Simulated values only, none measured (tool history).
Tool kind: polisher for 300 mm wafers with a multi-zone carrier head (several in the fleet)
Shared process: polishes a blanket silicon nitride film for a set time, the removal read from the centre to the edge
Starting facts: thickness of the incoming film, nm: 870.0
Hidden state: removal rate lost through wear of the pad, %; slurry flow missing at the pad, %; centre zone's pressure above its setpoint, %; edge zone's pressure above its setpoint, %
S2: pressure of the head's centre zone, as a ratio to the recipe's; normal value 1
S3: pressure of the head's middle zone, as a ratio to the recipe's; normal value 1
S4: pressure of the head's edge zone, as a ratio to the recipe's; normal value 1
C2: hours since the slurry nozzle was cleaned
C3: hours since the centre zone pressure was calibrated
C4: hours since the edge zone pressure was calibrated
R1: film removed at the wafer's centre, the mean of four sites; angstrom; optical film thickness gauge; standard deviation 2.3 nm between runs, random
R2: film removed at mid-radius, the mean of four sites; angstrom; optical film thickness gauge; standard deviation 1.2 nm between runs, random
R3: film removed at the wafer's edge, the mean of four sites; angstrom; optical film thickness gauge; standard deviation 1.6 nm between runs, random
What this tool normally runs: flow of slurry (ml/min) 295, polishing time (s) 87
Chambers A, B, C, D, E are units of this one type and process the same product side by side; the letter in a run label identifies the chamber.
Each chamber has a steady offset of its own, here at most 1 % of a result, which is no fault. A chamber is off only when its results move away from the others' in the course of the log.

-- hour=2.1 chamber E: worn pad replaced by a new one
run 1C hour=9.7 | flow_of_slurry_(ml/min)=295 S2=1 S3=1 S4=1 polishing_time_(s)=87 | wafers_polished_on_this_pad=1032 C2=98.3 C3=324.5 C4=215.2 | R1=1745.9 R2=1720.8 R3=1772
run 2E hour=19.7 | flow_of_slurry_(ml/min)=295 S2=1 S3=1 S4=1 polishing_time_(s)=87 | wafers_polished_on_this_pad=193 C2=276 C3=367.5 C4=506.1 | R1=1757.6 R2=1723.5 R3=1747.8
run 3D hour=24.6 | flow_of_slurry_(ml/min)=295 S2=1 S3=1 S4=1 polishing_time_(s)=87 | wafers_polished_on_this_pad=1235 C2=104.4 C3=458 C4=466.8 | R1=1738.3 R2=1730.9 R3=1733.8
-- hour=26.7 chamber A: worn pad replaced by a new one
run 4A hour=29.8 | flow_of_slurry_(ml/min)=295 S2=1 S3=1 S4=1 polishing_time_(s)=87 | wafers_polished_on_this_pad=34 C2=658.8 C3=198.2 C4=1100.8 | R1=1737.4 R2=1725.2 R3=1722.8
run 5B hour=35.6 | flow_of_slurry_(ml/min)=295 S2=1 S3=1 S4=1 polishing_time_(s)=87 | wafers_polished_on_this_pad=473 C2=245.9 C3=56 C4=217.7 | R1=1763 R2=1715.5 R3=1756
-- hour=35.9 chamber D: worn pad replaced by a new one
-- hour=41 chamber C: worn pad replaced by a new one
run 6E hour=44.8 | flow_of_slurry_(ml/min)=295 S2=1 S3=1 S4=1 polishing_time_(s)=87 | wafers_polished_on_this_pad=469 C2=301.1 C3=392.6 C4=531.2 | R1=1710.3 R2=1732.8 R3=1735.8
run 7B hour=50.2 | flow_of_slurry_(ml/min)=250 S2=1 S3=1 S4=0.89 polishing_time_(s)=87 | wafers_polished_on_this_pad=634 C2=260.5 C3=70.6 C4=232.3 | R1=1683.1 R2=1685.6 R3=1625
-- hour=51.1 chamber E: slurry nozzle cleaned
run 8D hour=58.7 | flow_of_slurry_(ml/min)=250 S2=1 S3=1 S4=0.89 polishing_time_(s)=87 | wafers_polished_on_this_pad=251 C2=138.5 C3=492.1 C4=500.9 | R1=1741.3 R2=1687 R3=1608.5
-- hour=59.5 chamber E: worn pad replaced by a new one
run 9A hour=68.8 | flow_of_slurry_(ml/min)=250 S2=1 S3=1 S4=0.89 polishing_time_(s)=87 | wafers_polished_on_this_pad=463 C2=697.8 C3=237.2 C4=1139.8 | R1=1660.5 R2=1722.8 R3=1633.2
-- hour=69.1 chamber B: worn pad replaced by a new one
run 10C hour=78.2 | flow_of_slurry_(ml/min)=250 S2=1 S3=1 S4=0.89 polishing_time_(s)=87 | wafers_polished_on_this_pad=409 C2=166.8 C3=393 C4=283.7 | R1=1701.3 R2=1682.9 R3=1620.8
run 11A hour=84.6 | flow_of_slurry_(ml/min)=250 S2=1 S3=1 S4=0.89 polishing_time_(s)=87 | wafers_polished_on_this_pad=636 C2=713.6 C3=253 C4=1155.6 | R1=1705.4 R2=1698.2 R3=1620.4
run 12E hour=94.1 | flow_of_slurry_(ml/min)=295 S2=1 S3=1 S4=1 polishing_time_(s)=87 | wafers_polished_on_this_pad=381 C2=43 C3=441.9 C4=580.5 | R1=1731.3 R2=1724.7 R3=1720.1
run 13C hour=100.4 | flow_of_slurry_(ml/min)=295 S2=1 S3=1 S4=1 polishing_time_(s)=87 | wafers_polished_on_this_pad=653 C2=189 C3=415.2 C4=305.9 | R1=1740.6 R2=1737.9 R3=1760.8
run 14B hour=110.5 | flow_of_slurry_(ml/min)=395 S2=1 S3=1 S4=1 polishing_time_(s)=97 | wafers_polished_on_this_pad=456 C2=320.8 C3=130.9 C4=292.6 | R1=2044.9 R2=1944.1 R3=1968.1
-- hour=113.9 chamber E: worn pad replaced by a new one
run 15D hour=117.4 | flow_of_slurry_(ml/min)=395 S2=1 S3=1 S4=1 polishing_time_(s)=97 | wafers_polished_on_this_pad=896 C2=197.2 C3=550.8 C4=559.6 | R1=1991.3 R2=1979.8 R3=2001
run 16C hour=121.9 | flow_of_slurry_(ml/min)=395 S2=1 S3=1 S4=1 polishing_time_(s)=97 | wafers_polished_on_this_pad=889 C2=210.5 C3=436.7 C4=327.4 | R1=2017.9 R2=1954 R3=1957.8
-- hour=125.4 chamber A: worn pad replaced by a new one
run 17B hour=131.4 | flow_of_slurry_(ml/min)=395 S2=1 S3=1 S4=1 polishing_time_(s)=97 | wafers_polished_on_this_pad=685 C2=341.7 C3=151.8 C4=313.5 | R1=2004.8 R2=1947.4 R3=1948.2
-- hour=139.2 chamber C: worn pad replaced by a new one
-- hour=139.4 chamber B: worn pad replaced by a new one
run 18A hour=139.8 | flow_of_slurry_(ml/min)=395 S2=1 S3=1 S4=1 polishing_time_(s)=97 | wafers_polished_on_this_pad=159 C2=768.8 C3=308.2 C4=1210.8 | R1=2027.8 R2=1975.9 R3=1954.4
-- hour=140.4 chamber D: worn pad replaced by a new one
-- hour=142.7 chamber C: slurry nozzle cleaned
run 19E hour=147.2 | flow_of_slurry_(ml/min)=295 S2=1 S3=1 S4=1 polishing_time_(s)=87 | wafers_polished_on_this_pad=366 C2=96.1 C3=495 C4=633.6 | R1=1722.8 R2=1746.6 R3=1762.5
run 20D hour=154 | flow_of_slurry_(ml/min)=295 S2=1 S3=1 S4=1 polishing_time_(s)=87 | wafers_polished_on_this_pad=149 C2=233.8 C3=587.4 C4=596.2 | R1=1693.8 R2=1732.4 R3=1760.1
run 21B hour=160 | flow_of_slurry_(ml/min)=295 S2=1 S3=1 S4=1 polishing_time_(s)=87 | wafers_polished_on_this_pad=226 C2=370.3 C3=180.4 C4=342.1 | R1=1714.1 R2=1709.8 R3=1763.7
-- hour=165.5 chamber E: centre zone pressure recalibrated
-- hour=168.7 chamber E: worn pad replaced by a new one
run 22A hour=168.8 | flow_of_slurry_(ml/min)=235 S2=1 S3=0.94 S4=1 polishing_time_(s)=87 | wafers_polished_on_this_pad=478 C2=797.8 C3=337.2 C4=1239.8 | R1=1673.5 R2=1599.1 R3=1705.6
run 23E hour=177.1 | flow_of_slurry_(ml/min)=235 S2=1 S3=0.94 S4=1 polishing_time_(s)=87 | wafers_polished_on_this_pad=93 C2=126 C3=11.6 C4=663.5 | R1=1700 R2=1579.5 R3=1687.7
run 24D hour=185.9 | flow_of_slurry_(ml/min)=235 S2=1 S3=0.94 S4=1 polishing_time_(s)=87 | wafers_polished_on_this_pad=500 C2=265.7 C3=619.3 C4=628.1 | R1=1715.2 R2=1582.9 R3=1668.8
-- hour=191.7 chamber A: slurry nozzle cleaned
run 25C hour=194 | flow_of_slurry_(ml/min)=235 S2=1 S3=0.94 S4=1 polishing_time_(s)=87 | wafers_polished_on_this_pad=603 C2=51.3 C3=508.8 C4=399.5 | R1=1710.3 R2=1589.6 R3=1723.5
-- hour=202.5 chamber E: edge zone pressure recalibrated
run 26B hour=203.2 | flow_of_slurry_(ml/min)=235 S2=1 S3=0.94 S4=1 polishing_time_(s)=87 | wafers_polished_on_this_pad=701 C2=413.5 C3=223.6 C4=385.3 | R1=1673.6 R2=1576.2 R3=1699.8
run 27C hour=213.3 | flow_of_slurry_(ml/min)=295 S2=1 S3=1 S4=1 polishing_time_(s)=87 | wafers_polished_on_this_pad=815 C2=70.6 C3=528.1 C4=418.8 | R1=1696.9 R2=1736.5 R3=1779.4
run 28A hour=221.7 | flow_of_slurry_(ml/min)=295 S2=1 S3=1 S4=1 polishing_time_(s)=87 | wafers_polished_on_this_pad=1059 C2=30 C3=390.1 C4=1292.7 | R1=1711.2 R2=1698.4 R3=1716.9
run 29E hour=228.3 | flow_of_slurry_(ml/min)=295 S2=1 S3=1 S4=1 polishing_time_(s)=87 | wafers_polished_on_this_pad=656 C2=177.2 C3=62.8 C4=25.8 | R1=1716.7 R2=1733.6 R3=1728.9
run 30D hour=235 | flow_of_slurry_(ml/min)=295 S2=1 S3=1.1 S4=1 polishing_time_(s)=87 | wafers_polished_on_this_pad=1040 C2=314.8 C3=668.4 C4=677.2 | R1=1708.8 R2=1872 R3=1725.7

Next, every chamber runs the same settings. What will each give?
run 31A hour=242.3 | flow_of_slurry_(ml/min)=295 S2=1 S3=1 S4=0.92 polishing_time_(s)=87 | R1=? R2=? R3=?
run 31B hour=242.3 | flow_of_slurry_(ml/min)=295 S2=1 S3=1 S4=0.92 polishing_time_(s)=87 | R1=? R2=? R3=?
run 31C hour=242.3 | flow_of_slurry_(ml/min)=295 S2=1 S3=1 S4=0.92 polishing_time_(s)=87 | R1=? R2=? R3=?
run 31D hour=242.3 | flow_of_slurry_(ml/min)=295 S2=1 S3=1 S4=0.92 polishing_time_(s)=87 | R1=? R2=? R3=?
run 31E hour=242.3 | flow_of_slurry_(ml/min)=295 S2=1 S3=1 S4=0.92 polishing_time_(s)=87 | R1=? R2=? R3=?

run=31A R1=1720 R2=1720.7 R3=1663.8
run=31B R1=1786.1 R2=1726.9 R3=1681.3
run=31C R1=1752.6 R2=1735.6 R3=1675.3
run=31D R1=1717.7 R2=1704.9 R3=1645.7
run=31E R1=1712.4 R2=1726 R3=1663.7

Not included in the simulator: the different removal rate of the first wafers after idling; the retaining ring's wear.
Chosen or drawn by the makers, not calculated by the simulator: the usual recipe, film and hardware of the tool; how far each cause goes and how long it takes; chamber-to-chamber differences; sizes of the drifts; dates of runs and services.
